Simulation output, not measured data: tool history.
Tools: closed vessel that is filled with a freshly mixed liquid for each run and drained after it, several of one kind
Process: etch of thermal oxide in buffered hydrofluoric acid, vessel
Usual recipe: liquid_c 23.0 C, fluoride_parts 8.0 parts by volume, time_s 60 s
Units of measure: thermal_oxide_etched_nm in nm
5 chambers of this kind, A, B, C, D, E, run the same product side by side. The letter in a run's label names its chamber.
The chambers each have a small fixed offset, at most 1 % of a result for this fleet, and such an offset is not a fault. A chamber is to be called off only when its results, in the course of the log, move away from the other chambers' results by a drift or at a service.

run,day,liquid_c,fluoride_parts,time_s,hours since the thermometer was replaced,hours since the hydrofluoric acid flow meter was replaced,"read-back film thickness of the thermal oxide reference wafer, read on the same gauge (nm)",thermal_oxide_etched_nm
1D,0.362,23.0,8.0,60,781.1,1615.4,39.982,79.831
2E,0.654,23.0,8.0,60,627.5,770.6,39.973,79.675
3B,0.971,23.0,8.0,60,84.2,1489.3,40.030,79.359
4A,1.221,23.0,8.0,60,1164.3,169.0,40.004,79.652
5C,1.475,23.0,8.0,60,1162.9,708.5,39.992,80.177
6E,1.812,23.0,8.0,60,655.3,798.4,40.019,79.675
7C,2.067,23.0,8.0,60,1177.1,722.7,40.036,79.402
8A,2.350,23.0,8.0,60,1191.4,196.1,39.964,79.757
9B,2.612,27.5,7.0,60,123.6,1528.7,39.999,116.950
10D,3.054,27.5,7.0,60,845.7,1680.0,40.007,117.220
# day 3.175: chamber D: thermometer replaced
# day 3.242: chamber D: hydrofluoric acid flow meter replaced
11E,3.271,27.5,7.0,60,690.3,833.4,39.991,116.350
12C,3.479,27.5,7.0,60,1211.0,756.6,40.003,117.800
13D,3.704,27.5,7.0,60,12.7,11.1,40.002,117.140
14B,3.967,23.0,8.0,60,156.1,1561.2,40.002,79.432
15A,4.325,23.0,8.0,60,1238.8,243.5,40.018,79.537
16E,4.629,23.0,8.0,60,722.9,866.0,39.981,79.705
17D,4.900,23.0,8.0,60,41.4,39.8,39.998,79.075
18B,5.267,23.0,8.0,60,187.3,1592.4,40.005,79.509
19A,5.683,23.0,8.0,60,1271.4,276.1,40.031,80.135
# day 5.729: chamber E: hydrofluoric acid flow meter replaced
20C,6.029,23.0,8.0,60,1272.2,817.8,39.977,80.039
21C,6.262,23.0,8.0,60,1277.8,823.4,40.003,80.371
22B,6.538,23.0,8.0,60,217.8,1622.9,40.027,80.189
23D,6.821,18.5,6.5,60,87.5,85.9,40.008,76.158
# day 7.008: chamber C: thermometer replaced
24E,7.192,18.5,6.5,60,784.4,35.1,40.001,76.164
25A,7.575,18.5,6.5,60,1316.8,321.5,39.967,76.575
26A,7.875,18.5,6.5,60,1324.0,328.7,40.017,76.571
27C,8.292,18.5,6.5,60,30.9,872.1,39.993,77.252
28D,8.617,23.0,8.0,60,130.6,129.0,40.007,79.055
29B,8.821,23.0,8.0,60,272.6,1677.7,40.000,79.449
30E,9.217,23.0,8.0,60,833.0,83.7,40.016,79.506
31D,9.608,23.0,8.0,60,154.4,152.8,40.003,78.771

Decide between three cases: one chamber stands off from its peers, the gauge reading all wafers drifts, or nothing is wrong past each chamber's small offset. Where a chamber is off, say which and what most likely put it there.

No chamber is off and the gauge is stable; the differences are just each chamber's small, constant offset.

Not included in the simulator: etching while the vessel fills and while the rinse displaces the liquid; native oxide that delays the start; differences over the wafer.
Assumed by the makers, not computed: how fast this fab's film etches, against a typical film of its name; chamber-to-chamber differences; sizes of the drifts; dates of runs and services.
